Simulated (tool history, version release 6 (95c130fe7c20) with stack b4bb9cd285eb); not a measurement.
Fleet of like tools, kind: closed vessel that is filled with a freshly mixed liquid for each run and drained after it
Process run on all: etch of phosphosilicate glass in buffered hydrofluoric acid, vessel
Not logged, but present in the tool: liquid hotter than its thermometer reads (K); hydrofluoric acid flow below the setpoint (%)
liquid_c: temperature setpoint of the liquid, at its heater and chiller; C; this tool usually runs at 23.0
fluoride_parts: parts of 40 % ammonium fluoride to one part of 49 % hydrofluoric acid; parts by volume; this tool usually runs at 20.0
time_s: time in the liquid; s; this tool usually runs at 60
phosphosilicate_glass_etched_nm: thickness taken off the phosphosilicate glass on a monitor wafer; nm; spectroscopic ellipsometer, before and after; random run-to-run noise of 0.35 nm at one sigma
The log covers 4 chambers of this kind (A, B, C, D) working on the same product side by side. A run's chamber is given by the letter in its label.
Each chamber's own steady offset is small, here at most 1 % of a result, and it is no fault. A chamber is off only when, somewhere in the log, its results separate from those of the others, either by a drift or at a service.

run   hour  liquid_c  fluoride_parts  time_s  hours since the thermometer was replaced  hours since the hydrofluoric acid flow meter was replaced  read-back film thickness of the phosphosilicate glass reference wafer, read on the same gauge (nm)  phosphosilicate_glass_etched_nm
 1D    3.1      23.0            20.0      60                                     980.1                                                      607.5                                                                                              50.014                          106.900
 2A    8.1      23.0            20.0      60                                    1113.5                                                     1528.5                                                                                              50.008                          106.610
 3C   14.6      23.0            20.0      60                                     437.0                                                     1795.5                                                                                              50.022                          105.920
 4B   17.9      23.0            20.0      60                                     529.8                                                      398.4                                                                                              50.029                          106.900
 5C   21.1      23.0            20.0      60                                     443.5                                                     1802.0                                                                                              50.023                          106.240
 6D   24.7      23.0            20.0      60                                    1001.7                                                      629.1                                                                                              49.988                          106.870
 7B   29.7      23.0            20.0      60                                     541.6                                                      410.2                                                                                              50.032                          106.910
 8A   33.5      20.0            15.5      60                                    1138.9                                                     1553.9                                                                                              50.043                          114.650
 9D   38.6      20.0            15.5      60                                    1015.6                                                      643.0                                                                                              49.980                          115.480
10C   41.6      20.0            15.5      60                                     464.0                                                     1822.5                                                                                              50.012                          114.860
11A   46.7      20.0            15.5      60                                    1152.1                                                     1567.1                                                                                              50.022                          115.110
12B   52.8      23.0            20.0      60                                     564.7                                                      433.3                                                                                              49.958                          106.360
13D   56.2      23.0            20.0      60                                    1033.2                                                      660.6                                                                                              49.989                          107.740
14A   60.0      23.0            20.0      60                                    1165.4                                                     1580.4                                                                                              50.038                          105.770
15B   64.4      23.0            20.0      60                                     576.3                                                      444.9                                                                                              49.994                          106.780
16C   67.8      23.0            20.0      60                                     490.2                                                     1848.7                                                                                              50.008                          105.750
17D   71.3      23.0            17.0      80                                    1048.3                                                      675.7                                                                                              50.005                          165.940
18A   74.3      23.0            17.0      80                                    1179.7                                                     1594.7                                                                                              50.006                          165.750
19B   80.2      23.0            17.0      80                                     592.1                                                      460.7                                                                                              50.046                          167.460
      80.8  -- chamber D: hydrofluoric acid flow meter replaced
20C   84.6      23.0            17.0      80                                     507.0                                                     1865.5                                                                                              49.994                          165.330
21B   88.7      23.0            20.0      60                                     600.6                                                      469.2                                                                                              49.951                          107.730
22A   93.5      23.0            20.0      60                                    1198.9                                                     1613.9                                                                                              50.021                          106.280
23C   97.1      23.0            20.0      60                                     519.5                                                     1878.0                                                                                              50.014                          105.980
24D  102.0      23.0            20.0      60                                    1079.0                                                       21.2                                                                                              49.987                          107.100
25C  105.7      23.0            20.0      60                                     528.1                                                     1886.6                                                                                              49.999                          105.600
26D  110.5      23.0            20.0      60                                    1087.5                                                       29.7                                                                                              49.978                          106.640
27A  116.5      23.0            20.0      60                                    1221.9                                                     1636.9                                                                                              50.038                          106.820
28B  122.4      23.0            20.0      60                                     634.3                                                      502.9                                                                                              49.947                          106.660
29B  125.4      23.0            20.0      60                                     637.3                                                      505.9                                                                                              49.941                          106.690
30C  128.8      23.0            20.0      60                                     551.2                                                     1909.7                                                                                              50.026                          106.100
31A  134.3      23.0            20.0      60                                    1239.7                                                     1654.7                                                                                              50.003                          106.970
32D  137.4      21.0            20.0      60                                    1114.4                                                       56.6                                                                                              50.016                           95.621
33B  141.5      21.0            20.0      60                                     653.4                                                      522.0                                                                                              49.977                           95.360

The same settings go to every chamber for the next run, one line per chamber below. Forecast the results for each:
34A  146.3      18.5            20.0      60                                                                                                                                                                                                                                         ?
34B  146.3      18.5            20.0      60                                                                                                                                                                                                                                         ?
34C  146.3      18.5            20.0      60                                                                                                                                                                                                                                         ?
34D  146.3      18.5            20.0      60                                                                                                                                                                                                                                         ?

run  phosphosilicate_glass_etched_nm
34A                           82.435
34B                           83.397
34C                           81.683
34D                           83.129
